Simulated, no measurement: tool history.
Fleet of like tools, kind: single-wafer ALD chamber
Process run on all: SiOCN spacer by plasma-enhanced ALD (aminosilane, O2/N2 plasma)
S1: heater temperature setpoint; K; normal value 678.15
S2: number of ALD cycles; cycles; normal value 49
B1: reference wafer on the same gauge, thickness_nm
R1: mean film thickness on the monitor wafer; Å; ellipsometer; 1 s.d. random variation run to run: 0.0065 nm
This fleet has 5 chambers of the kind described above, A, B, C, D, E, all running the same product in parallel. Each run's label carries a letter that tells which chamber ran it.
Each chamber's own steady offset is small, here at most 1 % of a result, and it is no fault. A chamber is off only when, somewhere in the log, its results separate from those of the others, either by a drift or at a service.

Run 1E, hour 4.5: usual settings; B1 2.54. Result: R1 28.84 Å.
Run 2C, hour 10: usual settings; B1 2.5401. Result: R1 28.97 Å.
Run 3D, hour 12.7: usual settings; B1 2.5416. Result: R1 29.042 Å.
Run 4A, hour 15.6: usual settings; B1 2.5391. Result: R1 29.404 Å.
Run 5B, hour 20.1: usual settings; B1 2.5394. Result: R1 29.182 Å.
Run 6D, hour 24.8: usual settings; B1 2.5396. Result: R1 29.084 Å.
Run 7C, hour 30.3: usual settings; B1 2.5405. Result: R1 29.034 Å.
Run 8B, hour 34.3: usual settings; B1 2.5401. Result: R1 29.317 Å.
Run 9A, hour 39: usual settings but S1 665.15 K, S2 40 cycles; B1 2.54. Result: R1 24.282 Å.
Run 10E, hour 43.3: usual settings but S1 665.15 K, S2 40 cycles; B1 2.5392. Result: R1 23.913 Å.
Run 11E, hour 47.1: usual settings but S1 665.15 K, S2 40 cycles; B1 2.5386. Result: R1 23.862 Å.
Run 12A, hour 51.6: usual settings but S1 665.15 K, S2 40 cycles; B1 2.5391. Result: R1 24.335 Å.
Run 13B, hour 57: usual settings but S1 665.15 K, S2 40 cycles; B1 2.5394. Result: R1 24.239 Å.
Run 14D, hour 60.4: usual settings; B1 2.5393. Result: R1 29.056 Å.
Run 15C, hour 64.8: usual settings but S2 45 cycles; B1 2.5413. Result: R1 26.642 Å.
Run 16E, hour 67.4: usual settings but S2 45 cycles; B1 2.5383. Result: R1 26.622 Å.
Run 17B, hour 72.7: usual settings but S2 45 cycles; B1 2.5396. Result: R1 26.854 Å.
Run 18A, hour 75.9: usual settings but S2 45 cycles; B1 2.5403. Result: R1 26.831 Å.
Run 19C, hour 79.5: usual settings but S2 45 cycles; B1 2.5402. Result: R1 26.534 Å.
Run 20D, hour 83.3: usual settings but S1 674.15 K, S2 46 cycles; B1 2.5394. Result: R1 27.526 Å.
Run 21B, hour 88.6: usual settings but S1 674.15 K, S2 46 cycles; B1 2.5401. Result: R1 27.764 Å.
Run 22D, hour 92.7: usual settings but S1 674.15 K, S2 46 cycles; B1 2.5397. Result: R1 27.565 Å.
Run 23E, hour 95.5: usual settings but S1 674.15 K, S2 46 cycles; B1 2.5394. Result: R1 27.399 Å.
Run 24C, hour 97.9: usual settings but S1 674.15 K, S2 46 cycles; B1 2.5412. Result: R1 27.552 Å.
Run 25A, hour 100.5: usual settings; B1 2.5406. Result: R1 29.325 Å.
Run 26E, hour 103.3: usual settings; B1 2.5407. Result: R1 28.807 Å.
Run 27C, hour 107.1: usual settings but S1 673.15 K, S2 53 cycles; B1 2.5399. Result: R1 31.833 Å.
Run 28B, hour 111.3: usual settings but S1 673.15 K, S2 53 cycles; B1 2.5405. Result: R1 32.203 Å.
Run 29A, hour 115.9: usual settings but S1 673.15 K, S2 53 cycles; B1 2.5392. Result: R1 32.252 Å.
Run 30D, hour 120.4: usual settings but S1 673.15 K, S2 53 cycles; B1 2.5405. Result: R1 31.834 Å.
Run 31D, hour 123.8: usual settings but S1 673.15 K, S2 53 cycles; B1 2.541. Result: R1 31.896 Å.
Run 32C, hour 127.3: usual settings; B1 2.5402. Result: R1 28.885 Å.
Run 33A, hour 131.1: usual settings; B1 2.5411. Result: R1 29.331 Å.
Run 34E, hour 133.7: usual settings; B1 2.5416. Result: R1 28.796 Å.
Run 35B, hour 139.2: usual settings; B1 2.5406. Result: R1 29.203 Å.
Run 36E, hour 143.2: usual settings; B1 2.5419. Result: R1 28.806 Å.
Run 37A, hour 146.7: usual settings; B1 2.54. Result: R1 29.324 Å.
Run 38D, hour 151: usual settings; B1 2.5404. Result: R1 29.055 Å.
Run 39C, hour 154.4: usual settings; B1 2.5405. Result: R1 28.955 Å.
Run 40B, hour 159.1: usual settings; B1 2.5391. Result: R1 29.253 Å.
Run 41E, hour 163.2: usual settings; B1 2.5409. Result: R1 28.94 Å.
Run 42A, hour 166.2: usual settings; B1 2.5405. Result: R1 29.411 Å.
Run 43C, hour 168.9: usual settings; B1 2.5409. Result: R1 28.959 Å.

All 5 chambers run these settings next. Forecast each chamber's results:
Run 44A, hour 172.8: usual settings but S1 666.15 K. Result: R1 ?.
Run 44B, hour 172.8: usual settings but S1 666.15 K. Result: R1 ?.
Run 44C, hour 172.8: usual settings but S1 666.15 K. Result: R1 ?.
Run 44D, hour 172.8: usual settings but S1 666.15 K. Result: R1 ?.
Run 44E, hour 172.8: usual settings but S1 666.15 K. Result: R1 ?.

run      R1
44A  29.778
44B   29.63
44C  29.324
44D  29.438
44E  29.396
